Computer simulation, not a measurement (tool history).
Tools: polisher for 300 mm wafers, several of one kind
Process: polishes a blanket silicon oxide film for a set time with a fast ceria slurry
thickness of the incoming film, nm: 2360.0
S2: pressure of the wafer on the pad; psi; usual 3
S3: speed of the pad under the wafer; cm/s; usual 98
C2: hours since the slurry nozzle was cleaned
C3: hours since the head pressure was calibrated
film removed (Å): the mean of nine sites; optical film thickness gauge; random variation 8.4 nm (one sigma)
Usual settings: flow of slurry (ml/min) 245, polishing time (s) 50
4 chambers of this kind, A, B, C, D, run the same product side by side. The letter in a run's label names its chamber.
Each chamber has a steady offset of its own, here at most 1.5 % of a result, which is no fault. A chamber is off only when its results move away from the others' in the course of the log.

{"run": "1D", "hour": 2.9, "flow of slurry (ml/min)": 245, "S2": 3, "S3": 98, "polishing time (s)": 50, "wafers polished on this pad": 60, "C2": 257, "C3": 315.3, "film removed (Å)": 7286.1}
{"run": "2C", "hour": 6.3, "flow of slurry (ml/min)": 245, "S2": 3, "S3": 98, "polishing time (s)": 50, "wafers polished on this pad": 757, "C2": 210.6, "C3": 638.9, "film removed (Å)": 7018.3}
{"run": "3A", "hour": 9.2, "flow of slurry (ml/min)": 245, "S2": 3, "S3": 98, "polishing time (s)": 50, "wafers polished on this pad": 564, "C2": 524.7, "C3": 410.4, "film removed (Å)": 7027.5}
{"hour": 10.4, "done": "chamber C: worn pad replaced by a new one"}
{"run": "4B", "hour": 11.9, "flow of slurry (ml/min)": 245, "S2": 3, "S3": 98, "polishing time (s)": 50, "wafers polished on this pad": 899, "C2": 260.5, "C3": 81.3, "film removed (Å)": 6908.8}
{"run": "5B", "hour": 17.3, "flow of slurry (ml/min)": 245, "S2": 3, "S3": 98, "polishing time (s)": 50, "wafers polished on this pad": 955, "C2": 265.9, "C3": 86.7, "film removed (Å)": 7175.3}
{"run": "6A", "hour": 23.0, "flow of slurry (ml/min)": 245, "S2": 3, "S3": 98, "polishing time (s)": 50, "wafers polished on this pad": 708, "C2": 538.5, "C3": 424.2, "film removed (Å)": 7024.9}
{"run": "7D", "hour": 27.5, "flow of slurry (ml/min)": 245, "S2": 3, "S3": 98, "polishing time (s)": 50, "wafers polished on this pad": 316, "C2": 281.6, "C3": 339.9, "film removed (Å)": 7171.2}
{"run": "8C", "hour": 30.5, "flow of slurry (ml/min)": 245, "S2": 3, "S3": 98, "polishing time (s)": 50, "wafers polished on this pad": 209, "C2": 234.8, "C3": 663.1, "film removed (Å)": 7155.3}
{"run": "9B", "hour": 35.3, "flow of slurry (ml/min)": 245, "S2": 3, "S3": 98, "polishing time (s)": 50, "wafers polished on this pad": 1142, "C2": 283.9, "C3": 104.7, "film removed (Å)": 7082.4}
{"run": "10A", "hour": 37.9, "flow of slurry (ml/min)": 245, "S2": 3, "S3": 116, "polishing time (s)": 50, "wafers polished on this pad": 863, "C2": 553.4, "C3": 439.1, "film removed (Å)": 8199.7}
{"hour": 38.0, "done": "chamber B: worn pad replaced by a new one"}
{"run": "11C", "hour": 42.0, "flow of slurry (ml/min)": 245, "S2": 3, "S3": 116, "polishing time (s)": 50, "wafers polished on this pad": 329, "C2": 246.3, "C3": 674.6, "film removed (Å)": 8347.9}
{"run": "12D", "hour": 46.9, "flow of slurry (ml/min)": 245, "S2": 3, "S3": 116, "polishing time (s)": 50, "wafers polished on this pad": 518, "C2": 301, "C3": 359.3, "film removed (Å)": 8348.8}
{"run": "13A", "hour": 51.6, "flow of slurry (ml/min)": 245, "S2": 3, "S3": 116, "polishing time (s)": 50, "wafers polished on this pad": 1006, "C2": 567.1, "C3": 452.8, "film removed (Å)": 8283.4}
{"hour": 54.2, "done": "chamber D: worn pad replaced by a new one"}
{"run": "14D", "hour": 55.3, "flow of slurry (ml/min)": 245, "S2": 3, "S3": 98, "polishing time (s)": 50, "wafers polished on this pad": 12, "C2": 309.4, "C3": 367.7, "film removed (Å)": 7143.1}
{"hour": 59.5, "done": "chamber D: slurry nozzle cleaned"}
{"run": "15B", "hour": 60.1, "flow of slurry (ml/min)": 245, "S2": 3, "S3": 98, "polishing time (s)": 50, "wafers polished on this pad": 230, "C2": 308.7, "C3": 129.5, "film removed (Å)": 7203.1}
{"run": "16C", "hour": 64.8, "flow of slurry (ml/min)": 245, "S2": 3, "S3": 98, "polishing time (s)": 50, "wafers polished on this pad": 566, "C2": 269.1, "C3": 697.4, "film removed (Å)": 6984.2}
{"run": "17D", "hour": 68.0, "flow of slurry (ml/min)": 245, "S2": 3, "S3": 98, "polishing time (s)": 50, "wafers polished on this pad": 144, "C2": 8.6, "C3": 380.4, "film removed (Å)": 7165.1}
{"hour": 70.1, "done": "chamber C: worn pad replaced by a new one"}
{"run": "18C", "hour": 70.8, "flow of slurry (ml/min)": 245, "S2": 3, "S3": 98, "polishing time (s)": 50, "wafers polished on this pad": 7, "C2": 275.1, "C3": 703.4, "film removed (Å)": 7194.7}
{"run": "19A", "hour": 73.6, "flow of slurry (ml/min)": 245, "S2": 3, "S3": 98, "polishing time (s)": 50, "wafers polished on this pad": 1235, "C2": 589.1, "C3": 474.8, "film removed (Å)": 6763.9}
{"run": "20B", "hour": 76.2, "flow of slurry (ml/min)": 245, "S2": 3, "S3": 98, "polishing time (s)": 50, "wafers polished on this pad": 397, "C2": 324.8, "C3": 145.6, "film removed (Å)": 7316}
{"run": "21C", "hour": 80.1, "flow of slurry (ml/min)": 245, "S2": 3, "S3": 98, "polishing time (s)": 50, "wafers polished on this pad": 104, "C2": 284.4, "C3": 712.7, "film removed (Å)": 6983.9}
{"run": "22A", "hour": 84.3, "flow of slurry (ml/min)": 245, "S2": 3, "S3": 98, "polishing time (s)": 50, "wafers polished on this pad": 1346, "C2": 599.8, "C3": 485.5, "film removed (Å)": 6634.9}
{"run": "23D", "hour": 88.6, "flow of slurry (ml/min)": 245, "S2": 3, "S3": 98, "polishing time (s)": 50, "wafers polished on this pad": 358, "C2": 29.2, "C3": 401, "film removed (Å)": 7243.3}
{"run": "24B", "hour": 92.1, "flow of slurry (ml/min)": 165, "S2": 2.6, "S3": 98, "polishing time (s)": 50, "wafers polished on this pad": 563, "C2": 340.7, "C3": 161.5, "film removed (Å)": 5815.9}
{"run": "25B", "hour": 97.1, "flow of slurry (ml/min)": 165, "S2": 2.6, "S3": 98, "polishing time (s)": 50, "wafers polished on this pad": 615, "C2": 345.7, "C3": 166.5, "film removed (Å)": 5873}
{"run": "26A", "hour": 100.7, "flow of slurry (ml/min)": 165, "S2": 2.6, "S3": 98, "polishing time (s)": 50, "wafers polished on this pad": 1517, "C2": 616.2, "C3": 501.9, "film removed (Å)": 5411.2}

Is one chamber off against the others, does the gauge drift, or is nothing wrong? If a chamber is off, say which, and what the likeliest cause is.

Chamber A drifts away from the others.
Cause: removal rate lost through wear of the pad, % = 8.12.
The log may not tell that from: slurry flow missing at the pad, %; head's pressure below its setpoint, %.

Here are 4 candidates for chamber A's next run, each the usual settings with a change, their results left as question marks. Which one brings its results back in line with what the others give on the usual settings?
In line means no further than this from the other chambers' mean on the usual settings: film removed (Å) 290
{"run": "27A-1", "hour": 104.9, "flow of slurry (ml/min)": 245, "S2": 3.1, "S3": 104, "polishing time (s)": 53, "film removed (Å)": "?"}
{"run": "27A-2", "hour": 104.9, "flow of slurry (ml/min)": 245, "S2": 3, "S3": 90, "polishing time (s)": 50, "film removed (Å)": "?"}
{"run": "27A-3", "hour": 104.9, "flow of slurry (ml/min)": 245, "S2": 3.3, "S3": 98, "polishing time (s)": 50, "film removed (Å)": "?"}
{"run": "27A-4", "hour": 104.9, "flow of slurry (ml/min)": 245, "S2": 3, "S3": 84, "polishing time (s)": 50, "film removed (Å)": "?"}

The other chambers' mean on the usual settings: film removed (Å) 7107.6
run=27A-1 film_removed_(Å)=7502.2
run=27A-2 film_removed_(Å)=5926.3
run=27A-3 film_removed_(Å)=7102.2
run=27A-4 film_removed_(Å)=5531.4
27A-3 brings the chamber back in line.
